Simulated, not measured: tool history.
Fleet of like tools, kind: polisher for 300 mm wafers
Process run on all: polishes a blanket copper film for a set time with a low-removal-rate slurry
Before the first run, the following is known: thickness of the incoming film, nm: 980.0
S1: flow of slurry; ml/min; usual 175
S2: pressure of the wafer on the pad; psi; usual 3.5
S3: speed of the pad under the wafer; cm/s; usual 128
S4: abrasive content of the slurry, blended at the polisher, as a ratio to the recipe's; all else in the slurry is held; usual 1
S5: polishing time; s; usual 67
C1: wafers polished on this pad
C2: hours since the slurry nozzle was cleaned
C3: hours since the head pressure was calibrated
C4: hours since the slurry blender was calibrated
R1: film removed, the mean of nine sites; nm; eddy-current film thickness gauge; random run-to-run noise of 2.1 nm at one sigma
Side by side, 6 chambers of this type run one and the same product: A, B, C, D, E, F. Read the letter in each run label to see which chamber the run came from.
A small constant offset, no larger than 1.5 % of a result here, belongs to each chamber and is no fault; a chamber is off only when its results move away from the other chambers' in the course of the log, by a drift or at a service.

run	hour	S1	S2	S3	S4	S5	C1	C2	C3	C4	R1
# hour 7.5: chamber A: worn pad replaced by a new one
1F	10.7	175	3.5	128	1	67	353	304.5	250.6	331.2	264.41
# hour 15.3: chamber F: slurry blender recalibrated
2B	20.6	175	3.5	128	1	67	506	90.3	276.1	190.4	263.56
# hour 24.5: chamber A: head pressure recalibrated
3C	35.5	175	3.5	128	1	67	818	566.3	999.1	99.3	260.13
4E	47	175	3.5	128	1	67	715	266.8	67.3	97.4	259.55
5D	62.9	175	3.5	128	1	67	1030	290.7	403.6	119.8	263
# hour 63.3: chamber E: slurry blender recalibrated
# hour 74: chamber C: worn pad replaced by a new one
6A	75.9	175	3.5	128	1	67	757	255.1	51.5	151.5	263.91
# hour 79.7: chamber D: worn pad replaced by a new one
7F	86.6	175	3.5	128	1	67	1193	380.4	326.5	71.4	261.38
# hour 92.4: chamber F: worn pad replaced by a new one
# hour 93.9: chamber E: worn pad replaced by a new one
8C	101.5	195	3.5	96	1	67	305	632.3	1065.1	165.3	198.71
# hour 109.4: chamber D: slurry blender recalibrated
9B	112.8	195	3.5	96	1	67	1526	182.5	368.3	282.6	197.83
# hour 112.9: chamber B: worn pad replaced by a new one
10A	126	195	3.5	96	1	67	1312	305.2	101.6	201.6	204.54
11D	141.4	195	3.5	96	1	67	683	369.2	482.1	32.1	204.63
# hour 144: chamber A: worn pad replaced by a new one
# hour 150.8: chamber B: slurry nozzle cleaned
12E	154.3	195	3.5	96	1	67	669	374.1	174.6	91	198.64
# hour 163.7: chamber C: worn pad replaced by a new one
# hour 164.6: chamber C: slurry blender recalibrated
# hour 164.8: chamber E: slurry blender recalibrated
13D	165.2	195	3.5	96	1	67	946	393	505.9	55.9	205.12
14B	174.2	175	3.5	128	1	89	679	23.5	429.7	344	356.46
# hour 176.2: chamber F: slurry nozzle cleaned
# hour 182: chamber A: slurry blender recalibrated
15A	186.7	175	3.5	128	1	89	473	365.9	162.3	4.8	357.04
# hour 193: chamber A: slurry nozzle cleaned
# hour 199.8: chamber E: worn pad replaced by a new one
16E	201	175	3.5	128	1	89	14	420.8	221.3	36.3	351.04
# hour 201.7: chamber D: worn pad replaced by a new one
17F	208.6	175	3.5	128	1	89	1286	32.5	448.5	193.4	358.16
18C	216.3	175	3.5	128	1	89	582	747.1	1179.9	51.8	344.8
# hour 230: chamber B: worn pad replaced by a new one
19D	230.5	175	3.5	128	1	89	319	458.3	571.2	121.2	348.79
# hour 232: chamber F: worn pad replaced by a new one
20B	244	175	3.5	128	1	67	154	93.3	499.5	413.8	266.86
# hour 251.6: chamber C: worn pad replaced by a new one
# hour 254.2: chamber A: worn pad replaced by a new one
21C	256.8	175	3.5	128	1	67	57	787.6	1220.4	92.3	261.04
# hour 261: chamber B: slurry blender recalibrated
22E	271.5	175	4.1	86	1	67	794	491.3	291.8	106.8	209.31
# hour 275.9: chamber D: slurry blender recalibrated
23A	285.1	175	4.1	86	1	67	342	92.2	260.7	103.2	209.42
# hour 295.6: chamber E: slurry blender recalibrated
24F	297.4	175	4.1	86	1	67	723	121.3	537.3	282.2	216.45
# hour 311: chamber D: worn pad replaced by a new one
25A	312.4	175	4.1	86	1	67	644	119.5	288	130.5	210.17
# hour 315.8: chamber E: worn pad replaced by a new one
26D	321	175	4.1	86	1	67	111	548.8	661.7	45.1	211.55
27B	329.9	175	4.1	86	1	67	1105	179.2	585.4	68.9	209.94
# hour 338.6: chamber B: worn pad replaced by a new one
# hour 339: chamber F: slurry blender recalibrated
28C	340.7	175	3.5	128	1	67	986	871.5	1304.3	176.2	261.77
# hour 343.9: chamber F: worn pad replaced by a new one
# hour 345.2: chamber C: worn pad replaced by a new one
29F	350.5	175	3.5	128	1	67	73	174.4	590.4	11.6	278.19
# hour 360.6: chamber A: worn pad replaced by a new one
30E	365.6	175	2.9	144	1	67	552	585.4	385.9	70	249.36
31B	375.6	175	2.9	144	1	67	409	224.9	631.1	114.6	245.36
# hour 376.6: chamber E: head pressure recalibrated
# hour 379.1: chamber B: slurry nozzle cleaned
# hour 383.5: chamber C: head pressure recalibrated
32E	388.8	175	2.9	144	1	67	808	608.6	12.3	93.2	241.09
33A	400.2	175	2.9	144	1	67	439	207.3	375.8	218.3	251.39
# hour 402.9: chamber E: worn pad replaced by a new one
# hour 403: chamber C: slurry blender recalibrated
34D	409.3	175	2.9	144	1	67	1088	637.1	750	133.4	248.01
# hour 411.5: chamber E: slurry nozzle cleaned
# hour 411.9: chamber D: slurry blender recalibrated
# hour 415.8: chamber E: slurry blender recalibrated
35C	416.6	175	2.9	144	1	67	790	947.4	33.1	13.7	244.43
# hour 419.1: chamber D: worn pad replaced by a new one
# hour 420.9: chamber D: slurry nozzle cleaned
36F	429.9	175	3.5	128	1	67	952	253.8	669.8	91	285.35
# hour 432.4: chamber C: worn pad replaced by a new one
# hour 433.7: chamber C: slurry nozzle cleaned
37F	444.1	175	3.5	128	1	67	1109	268	684	105.2	285.21
38B	451.9	175	3.5	128	1	67	1254	72.9	707.4	190.9	266.57
39D	463.1	175	3.5	128	0.8	67	486	42.3	803.8	51.3	255.59
40A	474.8	175	3.5	128	0.8	67	1264	281.9	450.4	292.9	251.54
41C	482.6	175	3.5	128	0.8	67	555	48.9	99.1	79.7	251.69
42E	496.4	175	3.5	128	0.8	67	1034	85	119.9	80.7	252.11
43E	510.8	175	3.5	128	0.8	67	1193	99.4	134.3	95.1	250.77

The same settings go to every chamber for the next run, one line per chamber below. Forecast the results for each:
44A	522.2	175	3.5	144	1	67					?
44B	522.2	175	3.5	144	1	67					?
44C	522.2	175	3.5	144	1	67					?
44D	522.2	175	3.5	144	1	67					?
44E	522.2	175	3.5	144	1	67					?
44F	522.2	175	3.5	144	1	67					?

run	R1
44A	297.42
44B	296.31
44C	295.38
44D	296.95
44E	293.95
44F	329.79

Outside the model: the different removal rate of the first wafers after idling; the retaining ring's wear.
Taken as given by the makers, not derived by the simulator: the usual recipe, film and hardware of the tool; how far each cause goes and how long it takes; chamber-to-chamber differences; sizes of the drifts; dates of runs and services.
